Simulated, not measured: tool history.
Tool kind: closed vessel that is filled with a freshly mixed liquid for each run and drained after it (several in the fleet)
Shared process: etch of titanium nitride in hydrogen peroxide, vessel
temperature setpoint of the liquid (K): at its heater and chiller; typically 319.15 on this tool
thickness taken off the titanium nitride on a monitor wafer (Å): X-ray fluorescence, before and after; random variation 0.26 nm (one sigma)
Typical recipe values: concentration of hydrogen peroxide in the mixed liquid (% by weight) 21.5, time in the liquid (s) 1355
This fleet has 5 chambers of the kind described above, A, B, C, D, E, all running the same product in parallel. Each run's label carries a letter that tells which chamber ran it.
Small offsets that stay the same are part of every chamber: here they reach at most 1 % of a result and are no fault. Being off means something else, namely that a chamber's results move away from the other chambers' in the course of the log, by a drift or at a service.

run	day	temperature setpoint of the liquid (K)	concentration of hydrogen peroxide in the mixed liquid (% by weight)	time in the liquid (s)	hours since the thermometer was replaced	hours since the peroxide flow meter was replaced	hours since the drum of peroxide was connected	read-back film thickness of the titanium nitride reference wafer, read on the same gauge (nm)	thickness taken off the titanium nitride on a monitor wafer (Å)
1E	0.138	319.15	21.5	1355	738.2	351.7	333.3	29.947	359.38
2B	0.304	319.15	21.5	1355	90.6	635.6	366.8	30.021	357.02
3A	0.396	319.15	21.5	1355	1409.8	886.6	31.2	29.993	358.07
4C	0.492	319.15	21.5	1355	1727.8	1059.6	400.6	29.959	358.36
5D	0.629	319.15	21.5	1355	494.9	669.8	122.6	30.024	354.51
6D	0.708	319.15	21.5	1355	496.8	671.7	124.5	29.951	355.54
7A	0.842	319.15	21.5	1355	1420.5	897.3	41.9	29.986	360.66
8E	1.012	319.15	21.5	1355	759.2	372.7	354.3	30.011	356.33
9B	1.138	319.15	21.5	1355	110.6	655.6	386.8	30.011	350.39
10C	1.304	319.15	21.5	1355	1747.3	1079.1	420.1	29.992	359.79
11A	1.412	319.15	21.5	1355	1434.2	911.0	55.6	29.993	359.87
12B	1.575	319.15	21.5	1355	121.1	666.1	397.3	29.961	353.17
13C	1.725	319.15	21.5	1355	1757.4	1089.2	430.2	30.043	357.41
14D	1.854	319.15	21.5	1355	524.3	699.2	152.0	29.975	356.12
15E	1.950	319.15	17.0	2080	781.7	395.2	376.8	30.025	517.90
16A	2.112	319.15	17.0	2080	1451.0	927.8	72.4	30.005	526.83
17E	2.221	319.15	17.0	2080	788.2	401.7	383.3	30.040	515.02
18B	2.312	319.15	17.0	2080	138.8	683.8	415.0	29.965	515.96
19C	2.404	319.15	17.0	2080	1773.7	1105.5	446.5	29.994	538.14
20D	2.562	319.15	21.5	1355	541.3	716.2	169.0	30.017	357.21
21C	2.671	319.15	21.5	1355	1780.1	1111.9	452.9	29.999	368.40
22A	2.771	319.15	21.5	1355	1466.8	943.6	88.2	29.953	354.83
23D	2.904	314.65	26.0	1355	549.5	724.4	177.2	29.997	267.51
24E	3.021	314.65	26.0	1355	807.4	420.9	402.5	29.955	266.81
25B	3.162	314.65	26.0	1355	159.2	704.2	435.4	30.009	264.38
26A	3.288	314.65	26.0	1355	1479.2	956.0	100.6	29.991	265.70
27B	3.396	314.65	26.0	1355	164.8	709.8	441.0	29.997	263.94
28E	3.479	319.15	21.5	1355	818.4	431.9	413.5	30.034	356.10
29D	3.650	319.15	21.5	1355	567.4	742.3	195.1	30.015	358.94
# day 3.729: chamber B: peroxide flow meter replaced
30C	3.783	319.15	21.5	1355	1806.8	1138.6	479.6	30.042	382.38
31D	3.921	319.15	21.5	1355	573.9	748.8	201.6	30.032	354.46
32C	4.092	319.15	21.5	1355	1814.2	1146.0	487.0	29.997	380.31
33B	4.212	323.15	21.5	760	184.4	11.7	460.6	29.974	262.49
34A	4.342	323.15	21.5	760	1504.5	981.3	125.9	30.012	270.45
# day 4.371: chamber C: new drum of peroxide connected
35E	4.479	323.15	21.5	760	842.4	455.9	437.5	29.994	269.14
36B	4.654	323.15	21.5	760	195.0	22.3	471.2	29.968	260.04
37C	4.762	323.15	21.5	760	1830.3	1162.1	9.4	30.000	289.66
38D	4.896	319.15	21.5	1355	597.3	772.2	225.0	30.032	357.21
39E	5.004	319.15	21.5	1355	855.0	468.5	450.1	29.997	351.01
40A	5.083	319.15	21.5	1355	1522.3	999.1	143.7	30.003	358.73
41C	5.179	319.15	21.5	1355	1840.3	1172.1	19.4	29.995	392.16
42D	5.333	319.15	21.5	1355	607.8	782.7	235.5	29.988	358.54

What goes on in this fleet: one chamber off, a drifting gauge, or nothing beyond the chambers' own small offsets? Name the chamber and the cause, if any.

It is chamber C that slowly wanders off from its peers.
Most likely cause: liquid hotter than its thermometer reads (K) = 1.31.

Which of the 4 candidates below, each the usual settings with something changed and its results left as question marks, puts chamber C back in line with what the other chambers give on the usual settings?
Maximum distance from the other chambers' mean on the usual settings for a result to count as in line: thickness taken off the titanium nitride on a monitor wafer (Å) 9.00
43C-1	5.462	318.65	21.5	1355					?
43C-2	5.462	319.15	21.5	1400					?
43C-3	5.462	319.15	21.5	1225					?
43C-4	5.462	320.15	21.5	1405					?

Mean of the other chambers on the usual settings: thickness taken off the titanium nitride on a monitor wafer (Å) 355.64
run	thickness taken off the titanium nitride on a monitor wafer (Å)
43C-1	378.82
43C-2	405.76
43C-3	355.04
43C-4	437.51
The answer is 43C-3, which returns the chamber to within the allowed miss of the others.
